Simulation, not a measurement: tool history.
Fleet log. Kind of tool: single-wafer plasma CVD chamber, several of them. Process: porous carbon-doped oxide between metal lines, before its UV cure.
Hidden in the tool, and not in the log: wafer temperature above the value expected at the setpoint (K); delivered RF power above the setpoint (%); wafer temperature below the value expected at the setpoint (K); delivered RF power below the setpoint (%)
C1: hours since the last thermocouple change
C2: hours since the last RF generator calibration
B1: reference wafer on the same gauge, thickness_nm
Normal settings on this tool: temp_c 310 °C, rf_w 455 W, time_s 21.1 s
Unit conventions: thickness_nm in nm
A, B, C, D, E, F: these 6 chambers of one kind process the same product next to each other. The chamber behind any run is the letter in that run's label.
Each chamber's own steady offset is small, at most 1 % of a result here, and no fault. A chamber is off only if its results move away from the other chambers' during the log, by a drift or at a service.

Run 1B, hour 5.6: usual settings; C1 1494.9; C2 730.1; B1 99.848. Result: thickness_nm 102.11 nm.
Run 2A, hour 11.5: usual settings; C1 877.9; C2 1741.4; B1 100.06. Result: thickness_nm 103.34 nm.
Run 3C, hour 16.2: usual settings; C1 445.9; C2 1161.2; B1 99.928. Result: thickness_nm 101.23 nm.
Run 4E, hour 21.7: usual settings; C1 2450.1; C2 1071.1; B1 99.992. Result: thickness_nm 101.39 nm.
Run 5F, hour 27.7: usual settings but temp_c 323 °C; C1 327.8; C2 1318.7; B1 100.03. Result: thickness_nm 94.947 nm.
Run 6D, hour 32.7: usual settings but temp_c 323 °C; C1 1394; C2 344; B1 100.01. Result: thickness_nm 96.238 nm.
Run 7C, hour 36: usual settings but temp_c 323 °C; C1 465.7; C2 1181; B1 100.09. Result: thickness_nm 93.945 nm.
Run 8D, hour 40.3: usual settings but temp_c 323 °C; C1 1401.6; C2 351.6; B1 99.983. Result: thickness_nm 96.223 nm.
Run 9E, hour 43.4: usual settings but temp_c 323 °C; C1 2471.8; C2 1092.8; B1 99.957. Result: thickness_nm 95.124 nm.
Run 10A, hour 47: usual settings but temp_c 323 °C; C1 913.4; C2 1776.9; B1 100.03. Result: thickness_nm 95.979 nm.
Run 11F, hour 50.9: usual settings; C1 351; C2 1341.9; B1 100.07. Result: thickness_nm 100.69 nm.
Run 12B, hour 55: usual settings; C1 1544.3; C2 779.5; B1 100.03. Result: thickness_nm 102.56 nm.
Run 13C, hour 61: usual settings; C1 490.7; C2 1206; B1 100.08. Result: thickness_nm 101.7 nm.
Run 14F, hour 67.4: usual settings; C1 367.5; C2 1358.4; B1 100.08. Result: thickness_nm 101.62 nm.
Run 15B, hour 70.7: usual settings; C1 1560; C2 795.2; B1 100.03. Result: thickness_nm 102.92 nm.
Run 16A, hour 74.3: usual settings but temp_c 305 °C, rf_w 515 W; C1 940.7; C2 1804.2; B1 100.06. Result: thickness_nm 115 nm.
Run 17E, hour 78.4: usual settings but temp_c 305 °C, rf_w 515 W; C1 2506.8; C2 1127.8; B1 99.942. Result: thickness_nm 114.82 nm.
Run 18D, hour 83.2: usual settings but temp_c 305 °C, rf_w 515 W; C1 1444.5; C2 394.5; B1 100. Result: thickness_nm 114.91 nm.
At hour 86.9: chamber E: thermocouple changed; heater temperature recalibrated.
Run 19B, hour 87.3: usual settings but temp_c 305 °C, rf_w 515 W; C1 1576.6; C2 811.8; B1 99.891. Result: thickness_nm 115.3 nm.
Run 20A, hour 90.7: usual settings but temp_c 305 °C, rf_w 515 W; C1 957.1; C2 1820.6; B1 99.955. Result: thickness_nm 114.41 nm.
Run 21F, hour 94.3: usual settings but temp_c 305 °C, rf_w 515 W; C1 394.4; C2 1385.3; B1 100.06. Result: thickness_nm 113.74 nm.
Run 22C, hour 100.6: usual settings but rf_w 540 W; C1 530.3; C2 1245.6; B1 100.01. Result: thickness_nm 113.56 nm.
Run 23E, hour 104.6: usual settings but rf_w 540 W; C1 17.7; C2 1154; B1 100.01. Result: thickness_nm 115.1 nm.
Run 24D, hour 109.6: usual settings but rf_w 540 W; C1 1470.9; C2 420.9; B1 99.917. Result: thickness_nm 114.35 nm.
Run 25C, hour 113.1: usual settings but rf_w 540 W; C1 542.8; C2 1258.1; B1 99.946. Result: thickness_nm 113.02 nm.
Run 26A, hour 118.6: usual settings but rf_w 540 W; C1 985; C2 1848.5; B1 100. Result: thickness_nm 115.64 nm.
Run 27F, hour 124.6: usual settings but rf_w 540 W; C1 424.7; C2 1415.6; B1 99.992. Result: thickness_nm 113.6 nm.
Run 28B, hour 128.1: usual settings; C1 1617.4; C2 852.6; B1 100.05. Result: thickness_nm 102.08 nm.
Run 29E, hour 131.5: usual settings; C1 44.6; C2 1180.9; B1 100.1. Result: thickness_nm 102.09 nm.
Run 30D, hour 135.4: usual settings; C1 1496.7; C2 446.7; B1 99.945. Result: thickness_nm 102.79 nm.
Run 31F, hour 139.7: usual settings; C1 439.8; C2 1430.7; B1 100. Result: thickness_nm 102.1 nm.
Run 32B, hour 144.6: usual settings; C1 1633.9; C2 869.1; B1 100. Result: thickness_nm 102.04 nm.
Run 33E, hour 150.4: usual settings; C1 63.5; C2 1199.8; B1 99.917. Result: thickness_nm 101.4 nm.
Run 34C, hour 155.8: usual settings; C1 585.5; C2 1300.8; B1 100.05. Result: thickness_nm 101.47 nm.
Run 35D, hour 162: usual settings but temp_c 318 °C, rf_w 540 W; C1 1523.3; C2 473.3; B1 100.03. Result: thickness_nm 111.64 nm.
Run 36A, hour 168.3: usual settings but temp_c 318 °C, rf_w 540 W; C1 1034.7; C2 1898.2; B1 100.06. Result: thickness_nm 111.8 nm.
Run 37E, hour 173.7: usual settings but temp_c 318 °C, rf_w 540 W; C1 86.8; C2 1223.1; B1 100.01. Result: thickness_nm 110.04 nm.
Run 38D, hour 177.8: usual settings but temp_c 318 °C, rf_w 540 W; C1 1539.1; C2 489.1; B1 100.13. Result: thickness_nm 111.21 nm.
Run 39F, hour 184.2: usual settings but temp_c 318 °C, rf_w 540 W; C1 484.3; C2 1475.2; B1 99.98. Result: thickness_nm 108.84 nm.
Run 40B, hour 189.2: usual settings but temp_c 318 °C, rf_w 540 W; C1 1678.5; C2 913.7; B1 99.969. Result: thickness_nm 110.39 nm.
Run 41C, hour 192.5: usual settings but rf_w 375 W, time_s 18 s; C1 622.2; C2 1337.5; B1 99.913. Result: thickness_nm 74.739 nm.
Run 42A, hour 197.3: usual settings but rf_w 375 W, time_s 18 s; C1 1063.7; C2 1927.2; B1 100.02. Result: thickness_nm 76.176 nm.
Run 43A, hour 203.1: usual settings but rf_w 375 W, time_s 18 s; C1 1069.5; C2 1933; B1 100.07. Result: thickness_nm 75.262 nm.

Does one chamber stand apart from the rest, does the shared gauge drift, or is all well apart from small per-chamber offsets? Give the chamber and the most likely cause, where there is one.

All chambers stay in line apart from their small fixed offsets, and the gauge does not drift.
